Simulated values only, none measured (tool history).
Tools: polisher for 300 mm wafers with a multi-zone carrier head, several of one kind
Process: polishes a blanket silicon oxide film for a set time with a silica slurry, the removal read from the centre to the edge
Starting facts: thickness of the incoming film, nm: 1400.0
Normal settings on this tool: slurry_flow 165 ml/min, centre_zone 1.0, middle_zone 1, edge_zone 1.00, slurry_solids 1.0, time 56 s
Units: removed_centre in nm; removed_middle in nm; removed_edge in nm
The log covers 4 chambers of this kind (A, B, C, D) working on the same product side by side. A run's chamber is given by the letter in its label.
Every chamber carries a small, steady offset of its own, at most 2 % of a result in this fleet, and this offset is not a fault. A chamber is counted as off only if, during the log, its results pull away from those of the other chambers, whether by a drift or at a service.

run,hour,slurry_flow,centre_zone,middle_zone,edge_zone,slurry_solids,time,removed_centre,removed_middle,removed_edge
# hour 9.7: chamber C: worn pad replaced by a new one
1C,11.3,165,1.0,1,1.00,1.0,56,234.87,232.84,227.63
# hour 14.8: chamber B: centre zone pressure recalibrated
# hour 19.1: chamber B: worn pad replaced by a new one
2B,22.1,165,1.0,1,1.00,1.0,56,233.55,232.11,233.54
# hour 31.5: chamber D: edge zone pressure recalibrated
# hour 31.7: chamber D: worn pad replaced by a new one
3D,31.9,165,1.0,1,1.00,1.0,56,232.66,237.22,236.55
4A,43.4,165,1.0,1,1.00,1.0,56,234.25,230.05,229.77
# hour 53.9: chamber A: worn pad replaced by a new one
5C,54.5,165,1.0,1,1.00,1.0,56,231.67,228.39,224.42
6B,60.7,165,1.0,1,1.00,1.0,56,233.28,230.41,224.67
# hour 63.6: chamber C: worn pad replaced by a new one
# hour 66.2: chamber B: worn pad replaced by a new one
7A,71.6,165,0.9,1,1.00,0.8,56,186.89,205.88,210.16
8D,83.2,165,0.9,1,1.00,0.8,56,186.77,217.02,212.64
# hour 87.6: chamber D: worn pad replaced by a new one
9C,91.2,165,0.9,1,1.00,0.8,56,189.63,209.68,209.43
10D,97.5,165,0.9,1,1.00,0.8,56,186.16,209.98,211.45
# hour 101.9: chamber A: centre zone pressure recalibrated
# hour 107.8: chamber A: worn pad replaced by a new one
11A,108.0,165,1.0,1,1.00,1.0,56,219.74,229.76,232.98
# hour 115.4: chamber C: worn pad replaced by a new one
12B,119.6,165,1.0,1,1.00,1.0,56,236.12,238.06,229.13
# hour 122.7: chamber B: worn pad replaced by a new one
13A,131.0,165,1.0,1,1.00,1.0,56,218.37,229.54,232.27
14B,136.9,165,1.0,1,1.00,1.0,56,232.89,235.33,229.60
# hour 141.3: chamber D: worn pad replaced by a new one
15C,145.9,165,1.0,1,1.00,1.0,56,231.48,230.98,226.98
16D,153.3,165,1.0,1,1.00,1.0,56,236.80,229.10,236.26
# hour 154.7: chamber A: worn pad replaced by a new one
# hour 164.8: chamber C: worn pad replaced by a new one
17B,166.1,165,1.0,1,1.00,1.0,56,233.03,233.04,232.51
# hour 170.4: chamber B: worn pad replaced by a new one
18D,172.6,165,1.0,1,1.00,1.0,56,233.28,234.40,234.01
19A,181.8,165,1.0,1,0.96,0.8,56,196.27,211.22,204.23
20C,192.9,165,1.0,1,0.96,0.8,56,206.43,211.46,202.32
21D,201.4,165,1.0,1,0.96,0.8,56,208.49,209.07,203.92
# hour 205.6: chamber A: worn pad replaced by a new one
22C,210.3,165,1.0,1,0.96,0.8,56,207.43,207.98,205.48
# hour 214.1: chamber B: worn pad replaced by a new one
23B,223.2,135,1.0,1,1.00,1.0,56,225.58,224.86,224.90
24A,234.9,135,1.0,1,1.00,1.0,56,210.69,219.13,228.57
25A,243.0,135,1.0,1,1.00,1.0,56,211.54,226.41,227.04
26B,255.0,135,1.0,1,1.00,1.0,56,223.26,222.38,227.21

Predict what each chamber gives when all 4 of them run the settings below next.
27A,264.6,165,1.0,1,1.00,0.9,56,?,?,?
27B,264.6,165,1.0,1,1.00,0.9,56,?,?,?
27C,264.6,165,1.0,1,1.00,0.9,56,?,?,?
27D,264.6,165,1.0,1,1.00,0.9,56,?,?,?

run,removed_centre,removed_middle,removed_edge
27A,205.97,219.29,217.31
27B,223.63,221.54,217.10
27C,222.27,219.44,220.95
27D,224.29,222.33,224.06

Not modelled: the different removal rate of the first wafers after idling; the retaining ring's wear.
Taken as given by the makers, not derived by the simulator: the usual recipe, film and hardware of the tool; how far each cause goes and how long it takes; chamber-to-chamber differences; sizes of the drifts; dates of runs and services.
